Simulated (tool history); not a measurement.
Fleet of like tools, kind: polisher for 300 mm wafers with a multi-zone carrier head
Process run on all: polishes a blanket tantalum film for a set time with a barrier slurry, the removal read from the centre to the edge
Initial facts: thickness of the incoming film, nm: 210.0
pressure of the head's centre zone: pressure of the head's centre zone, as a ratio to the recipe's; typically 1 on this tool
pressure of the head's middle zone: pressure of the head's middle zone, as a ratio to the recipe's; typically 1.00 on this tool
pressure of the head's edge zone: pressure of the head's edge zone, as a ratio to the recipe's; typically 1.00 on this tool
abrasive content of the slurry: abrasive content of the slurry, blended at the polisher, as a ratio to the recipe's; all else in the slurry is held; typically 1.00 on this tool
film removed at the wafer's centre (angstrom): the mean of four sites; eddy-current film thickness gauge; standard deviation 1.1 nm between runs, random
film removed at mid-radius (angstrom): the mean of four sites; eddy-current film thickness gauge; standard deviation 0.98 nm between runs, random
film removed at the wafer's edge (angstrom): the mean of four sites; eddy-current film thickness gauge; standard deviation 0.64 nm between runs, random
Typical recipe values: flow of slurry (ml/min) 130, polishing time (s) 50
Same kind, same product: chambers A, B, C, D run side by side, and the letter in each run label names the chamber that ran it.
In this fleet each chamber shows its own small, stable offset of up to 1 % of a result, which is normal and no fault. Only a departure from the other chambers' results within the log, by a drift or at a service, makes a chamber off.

| run | hour | flow of slurry (ml/min) | pressure of the head's centre zone | pressure of the head's middle zone | pressure of the head's edge zone | abrasive content of the slurry | polishing time (s) | wafers polished on this pad | hours since the slurry nozzle was cleaned | hours since the centre zone pressure was calibrated | hours since the edge zone pressure was calibrated | film removed at the wafer's centre (angstrom) | film removed at mid-radius (angstrom) | film removed at the wafer's edge (angstrom) |
|---|---|---|---|---|---|---|---|---|---|---|---|---|---|---|
| 1A | 4.9 | 130 | 1 | 1.00 | 1.00 | 1.00 | 50 | 127 | 65.4 | 329.0 | 161.4 | 852.48 | 866.21 | 844.25 |
| 2D | 8.4 | 130 | 1 | 1.00 | 1.00 | 1.00 | 50 | 1024 | 149.5 | 344.0 | 973.5 | 866.43 | 867.08 | 863.36 |
| 3C | 13.3 | 130 | 1 | 1.00 | 1.00 | 1.00 | 50 | 110 | 741.0 | 165.6 | 552.4 | 832.71 | 849.58 | 850.54 |
| 4B | 17.0 | 130 | 1 | 1.00 | 1.00 | 1.00 | 50 | 538 | 128.8 | 166.3 | 385.5 | 864.41 | 852.86 | 860.93 |
| 5C | 24.0 | 130 | 1 | 1.00 | 1.00 | 1.00 | 50 | 171 | 751.7 | 176.3 | 563.1 | 865.71 | 850.23 | 860.01 |
| 6A | 29.0 | 130 | 1 | 1.00 | 1.00 | 1.00 | 50 | 265 | 89.5 | 353.1 | 185.5 | 889.44 | 850.18 | 852.11 |
| 7B | 35.6 | 130 | 1 | 1.00 | 1.00 | 1.00 | 50 | 645 | 147.4 | 184.9 | 404.1 | 858.12 | 855.88 | 860.94 |
| 8D | 42.1 | 130 | 1 | 1.00 | 1.00 | 1.00 | 50 | 1216 | 183.2 | 377.7 | 1007.2 | 855.93 | 868.57 | 867.22 |
| 9B | 46.4 | 130 | 1 | 1.00 | 1.00 | 1.00 | 50 | 706 | 158.2 | 195.7 | 414.9 | 849.14 | 870.75 | 845.72 |
| 10A | 54.2 | 130 | 1 | 0.95 | 0.96 | 1.00 | 50 | 409 | 114.7 | 378.3 | 210.7 | 850.67 | 813.16 | 842.21 |
|  | 55.1 | chamber C: slurry nozzle cleaned |
| 11D | 60.0 | 130 | 1 | 0.95 | 0.96 | 1.00 | 50 | 1318 | 201.1 | 395.6 | 1025.1 | 852.59 | 824.96 | 856.35 |
| 12C | 66.5 | 130 | 1 | 0.95 | 0.96 | 1.00 | 50 | 413 | 11.5 | 218.8 | 605.6 | 845.50 | 817.12 | 835.99 |
|  | 67.2 | chamber D: worn pad replaced by a new one |
| 13A | 71.4 | 130 | 1 | 0.95 | 0.96 | 1.00 | 50 | 507 | 131.9 | 395.5 | 227.9 | 846.26 | 839.30 | 845.16 |
| 14C | 77.5 | 130 | 1 | 1.00 | 1.00 | 1.00 | 50 | 476 | 22.5 | 229.8 | 616.6 | 854.24 | 857.33 | 853.75 |
| 15D | 85.3 | 130 | 1 | 1.00 | 1.00 | 0.85 | 50 | 103 | 226.4 | 420.9 | 1050.4 | 807.45 | 814.57 | 829.74 |
| 16B | 89.4 | 130 | 1 | 1.00 | 1.00 | 0.85 | 50 | 952 | 201.2 | 238.7 | 457.9 | 801.29 | 805.31 | 809.72 |
| 17A | 96.0 | 130 | 1 | 1.00 | 1.00 | 0.85 | 50 | 648 | 156.5 | 420.1 | 252.5 | 808.29 | 825.41 | 802.56 |
| 18B | 101.9 | 130 | 1 | 1.00 | 1.00 | 0.85 | 50 | 1023 | 213.7 | 251.2 | 470.4 | 811.40 | 807.25 | 814.20 |
| 19D | 106.3 | 130 | 1 | 1.00 | 1.00 | 1.00 | 50 | 223 | 247.4 | 441.9 | 1071.4 | 868.67 | 836.09 | 860.44 |
|  | 109.6 | chamber A: worn pad replaced by a new one |
| 20C | 112.2 | 130 | 1 | 1.00 | 1.00 | 0.70 | 50 | 675 | 57.2 | 264.5 | 651.3 | 767.84 | 755.40 | 763.38 |
| 21C | 116.3 | 130 | 1 | 1.00 | 1.00 | 0.70 | 50 | 698 | 61.3 | 268.6 | 655.4 | 772.79 | 756.93 | 755.03 |
| 22B | 120.8 | 130 | 1 | 1.00 | 1.00 | 0.70 | 50 | 1131 | 232.6 | 270.1 | 489.3 | 760.02 | 756.95 | 761.04 |
| 23D | 127.6 | 130 | 1 | 1.00 | 1.00 | 0.70 | 50 | 345 | 268.7 | 463.2 | 1092.7 | 745.39 | 748.39 | 756.33 |
|  | 128.9 | chamber A: slurry nozzle cleaned |
| 24A | 135.1 | 130 | 1 | 1.00 | 1.00 | 1.00 | 50 | 146 | 6.3 | 459.2 | 291.6 | 856.36 | 864.71 | 851.89 |
| 25A | 141.3 | 130 | 1 | 1.00 | 1.00 | 1.00 | 50 | 181 | 12.5 | 465.4 | 297.8 | 851.31 | 876.77 | 851.94 |
| 26B | 147.9 | 130 | 1 | 1.00 | 1.00 | 1.00 | 50 | 1286 | 259.7 | 297.2 | 516.4 | 854.72 | 856.82 | 853.55 |
| 27D | 154.7 | 130 | 1 | 1.00 | 1.00 | 1.00 | 50 | 500 | 295.8 | 490.3 | 1119.8 | 833.83 | 822.39 | 850.10 |
|  | 156.9 | chamber C: worn pad replaced by a new one |
| 28C | 161.7 | 130 | 1 | 1.00 | 1.00 | 1.00 | 50 | 27 | 106.7 | 314.0 | 700.8 | 860.96 | 854.23 | 852.93 |
| 29A | 168.1 | 130 | 1 | 1.00 | 1.00 | 1.00 | 50 | 334 | 39.3 | 492.2 | 324.6 | 854.18 | 862.62 | 855.74 |
|  | 170.3 | chamber C: centre zone pressure recalibrated |
| 30C | 175.2 | 130 | 1 | 1.00 | 1.09 | 1.00 | 50 | 104 | 120.2 | 4.9 | 714.3 | 854.01 | 841.41 | 893.40 |
| 31B | 181.6 | 130 | 1 | 1.00 | 1.09 | 1.00 | 50 | 1479 | 293.4 | 330.9 | 550.1 | 843.41 | 841.04 | 891.31 |
| 32D | 185.3 | 130 | 1 | 1.00 | 1.09 | 1.00 | 50 | 675 | 326.4 | 520.9 | 1150.4 | 799.01 | 795.36 | 871.55 |
|  | 189.3 | chamber B: worn pad replaced by a new one |
| 33A | 190.7 | 130 | 1 | 1.00 | 1.09 | 1.00 | 50 | 463 | 61.9 | 514.8 | 347.2 | 871.82 | 863.51 | 907.48 |
| 34C | 196.2 | 130 | 1 | 1.00 | 1.00 | 1.00 | 50 | 224 | 141.2 | 25.9 | 735.3 | 852.34 | 864.87 | 855.30 |
| 35D | 200.0 | 130 | 1 | 1.00 | 1.00 | 1.00 | 50 | 759 | 341.1 | 535.6 | 1165.1 | 780.09 | 805.38 | 820.72 |
| 36B | 206.4 | 130 | 1 | 1.00 | 1.00 | 1.00 | 50 | 97 | 318.2 | 355.7 | 574.9 | 835.52 | 865.67 | 850.98 |
| 37C | 211.9 | 130 | 1 | 1.00 | 1.00 | 1.00 | 50 | 314 | 156.9 | 41.6 | 751.0 | 841.74 | 836.99 | 851.44 |
| 38A | 218.2 | 130 | 1 | 1.00 | 1.00 | 1.00 | 50 | 620 | 89.4 | 542.3 | 374.7 | 858.39 | 866.14 | 864.95 |
| 39B | 224.5 | 130 | 1 | 1.00 | 1.00 | 1.00 | 50 | 201 | 336.3 | 373.8 | 593.0 | 857.73 | 851.04 | 848.95 |
|  | 227.8 | chamber B: slurry nozzle cleaned |
| 40D | 230.9 | 130 | 1 | 1.05 | 1.00 | 1.00 | 50 | 935 | 372.0 | 566.5 | 1196.0 | 764.07 | 827.03 | 812.88 |
| 41B | 235.7 | 130 | 1 | 1.05 | 1.00 | 1.00 | 50 | 265 | 7.9 | 385.0 | 604.2 | 855.18 | 897.62 | 862.21 |
| 42A | 240.2 | 130 | 1 | 1.05 | 1.00 | 1.00 | 50 | 746 | 111.4 | 564.3 | 396.7 | 847.53 | 884.12 | 848.24 |
| 43C | 243.9 | 130 | 1 | 1.05 | 1.00 | 1.00 | 50 | 497 | 188.9 | 73.6 | 783.0 | 848.74 | 893.49 | 859.33 |

Has any chamber moved away from the others, gradually or after a service, or does the common gauge drift, or do the chambers differ only by their own small steady offsets? State the chamber and the most likely cause if one applies.

Little by little, chamber D moves away from the other chambers.
Likeliest cause: slurry flow missing at the pad, % = 31.4.
The log may not tell that from: removal rate lost through wear of the pad, %.

Which of the 4 candidates below, each the usual settings with something changed and its results left as question marks, puts chamber D back in line with what the other chambers give on the usual settings?
Allowed miss from the other chambers' usual-settings mean, per result, to count as in line: film removed at the wafer's centre (angstrom) 39.00; film removed at mid-radius (angstrom) 34.00; film removed at the wafer's edge (angstrom) 22.00
| 44D-1 | 249.6 | 120 | 0.97 | 0.98 | 1.03 | 1.00 | 47 |  |  |  |  | ? | ? | ? |
| 44D-2 | 249.6 | 140 | 1.03 | 1.02 | 0.97 | 1.00 | 53 |  |  |  |  | ? | ? | ? |
| 44D-3 | 249.6 | 110 | 0.93 | 0.95 | 1.05 | 1.00 | 45 |  |  |  |  | ? | ? | ? |
| 44D-4 | 249.6 | 150 | 1.07 | 1.05 | 0.95 | 1.00 | 56 |  |  |  |  | ? | ? | ? |

Average result of the remaining chambers running the usual settings: film removed at the wafer's centre (angstrom) 854.85; film removed at mid-radius (angstrom) 856.14; film removed at the wafer's edge (angstrom) 853.61
| run | film removed at the wafer's centre (angstrom) | film removed at mid-radius (angstrom) | film removed at the wafer's edge (angstrom) |
|---|---|---|---|
| 44D-1 | 676.25 | 699.80 | 759.90 |
| 44D-2 | 863.62 | 859.56 | 857.13 |
| 44D-3 | 595.31 | 631.52 | 720.79 |
| 44D-4 | 974.03 | 950.97 | 907.59 |
44D-2 puts the chamber back in line with the other chambers.

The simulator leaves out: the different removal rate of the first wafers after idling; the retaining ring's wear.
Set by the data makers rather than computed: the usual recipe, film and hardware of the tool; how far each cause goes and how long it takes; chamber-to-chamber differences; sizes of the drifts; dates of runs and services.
